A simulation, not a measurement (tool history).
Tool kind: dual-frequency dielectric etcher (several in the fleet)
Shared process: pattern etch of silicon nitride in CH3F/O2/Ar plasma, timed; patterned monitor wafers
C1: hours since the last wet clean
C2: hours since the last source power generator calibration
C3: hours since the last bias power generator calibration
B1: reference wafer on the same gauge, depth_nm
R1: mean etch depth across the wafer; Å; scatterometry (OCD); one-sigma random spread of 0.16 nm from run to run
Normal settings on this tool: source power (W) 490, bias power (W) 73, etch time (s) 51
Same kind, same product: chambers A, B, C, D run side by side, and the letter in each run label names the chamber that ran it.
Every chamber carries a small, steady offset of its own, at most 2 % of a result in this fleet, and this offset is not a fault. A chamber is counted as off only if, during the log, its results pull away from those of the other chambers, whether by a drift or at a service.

Run 1A, hour 3.9: usual settings; C1 119.1; C2 111.2; C3 2363.9; B1 42.194. Result: R1 389.42 Å.
Run 2C, hour 7.9: usual settings; C1 229.1; C2 493.5; C3 2249.9; B1 42.225. Result: R1 394.38 Å.
Run 3D, hour 14.3: usual settings; C1 334.7; C2 666.7; C3 1708.1; B1 42.214. Result: R1 389.3 Å.
Run 4B, hour 21: usual settings; C1 426.9; C2 1119.2; C3 1842; B1 42.201. Result: R1 388.54 Å.
Run 5C, hour 26.2: usual settings; C1 247.4; C2 511.8; C3 2268.2; B1 42.16. Result: R1 396.34 Å.
Run 6A, hour 32.5: usual settings; C1 147.7; C2 139.8; C3 2392.5; B1 42.205. Result: R1 391.71 Å.
Run 7B, hour 36.8: usual settings; C1 442.7; C2 1135; C3 1857.8; B1 42.24. Result: R1 388.45 Å.
Run 8D, hour 40.5: usual settings; C1 360.9; C2 692.9; C3 1734.3; B1 42.209. Result: R1 386.64 Å.
Run 9B, hour 43.6: usual settings; C1 449.5; C2 1141.8; C3 1864.6; B1 42.17. Result: R1 386.24 Å.
At hour 47: chamber D: wet clean of the chamber.
Run 10C, hour 47.2: usual settings but bias power (W) 87; C1 268.4; C2 532.8; C3 2289.2; B1 42.221. Result: R1 418.29 Å.
Run 11A, hour 52: usual settings but bias power (W) 87; C1 167.2; C2 159.3; C3 2412; B1 42.208. Result: R1 414.89 Å.
Run 12D, hour 55.8: usual settings but bias power (W) 87; C1 8.9; C2 708.2; C3 1749.6; B1 42.251. Result: R1 409.45 Å.
At hour 57.5: chamber B: wet clean of the chamber.
Run 13D, hour 59.8: usual settings but bias power (W) 87; C1 12.9; C2 712.2; C3 1753.6; B1 42.212. Result: R1 412.2 Å.
Run 14B, hour 65.6: usual settings but etch time (s) 39; C1 8.1; C2 1163.8; C3 1886.6; B1 42.201. Result: R1 310.81 Å.
Run 15A, hour 71.2: usual settings but etch time (s) 39; C1 186.4; C2 178.5; C3 2431.2; B1 42.208. Result: R1 298.15 Å.
Run 16C, hour 76.3: usual settings but etch time (s) 39; C1 297.5; C2 561.9; C3 2318.3; B1 42.201. Result: R1 303.15 Å.
Run 17C, hour 81.4: usual settings but etch time (s) 39; C1 302.6; C2 567; C3 2323.4; B1 42.18. Result: R1 302.69 Å.
Run 18D, hour 85.2: usual settings; C1 38.3; C2 737.6; C3 1779; B1 42.226. Result: R1 385.32 Å.
Run 19B, hour 91.3: usual settings; C1 33.8; C2 1189.5; C3 1912.3; B1 42.184. Result: R1 405.12 Å.
Run 20A, hour 94.5: usual settings; C1 209.7; C2 201.8; C3 2454.5; B1 42.216. Result: R1 387.79 Å.
Run 21C, hour 97.6: usual settings; C1 318.8; C2 583.2; C3 2339.6; B1 42.179. Result: R1 395.13 Å.
Run 22D, hour 104.4: usual settings; C1 57.5; C2 756.8; C3 1798.2; B1 42.152. Result: R1 391.54 Å.
Run 23A, hour 107.7: usual settings but source power (W) 540, etch time (s) 65.5; C1 222.9; C2 215; C3 2467.7; B1 42.213. Result: R1 517.89 Å.
Run 24B, hour 111.2: usual settings but source power (W) 540, etch time (s) 65.5; C1 53.7; C2 1209.4; C3 1932.2; B1 42.232. Result: R1 540.48 Å.
Run 25D, hour 116.9: usual settings but source power (W) 540, etch time (s) 65.5; C1 70; C2 769.3; C3 1810.7; B1 42.174. Result: R1 515.36 Å.
Run 26B, hour 122.7: usual settings but source power (W) 540, etch time (s) 65.5; C1 65.2; C2 1220.9; C3 1943.7; B1 42.201. Result: R1 538.95 Å.

Next, all 4 chambers run the settings below, one line each with question marks for the results. What does each chamber give?
Run 27A, hour 127.8: usual settings but source power (W) 580. Result: R1 ?.
Run 27B, hour 127.8: usual settings but source power (W) 580. Result: R1 ?.
Run 27C, hour 127.8: usual settings but source power (W) 580. Result: R1 ?.
Run 27D, hour 127.8: usual settings but source power (W) 580. Result: R1 ?.

run      R1
27A  417.09
27B  430.47
27C  420.83
27D  414.97
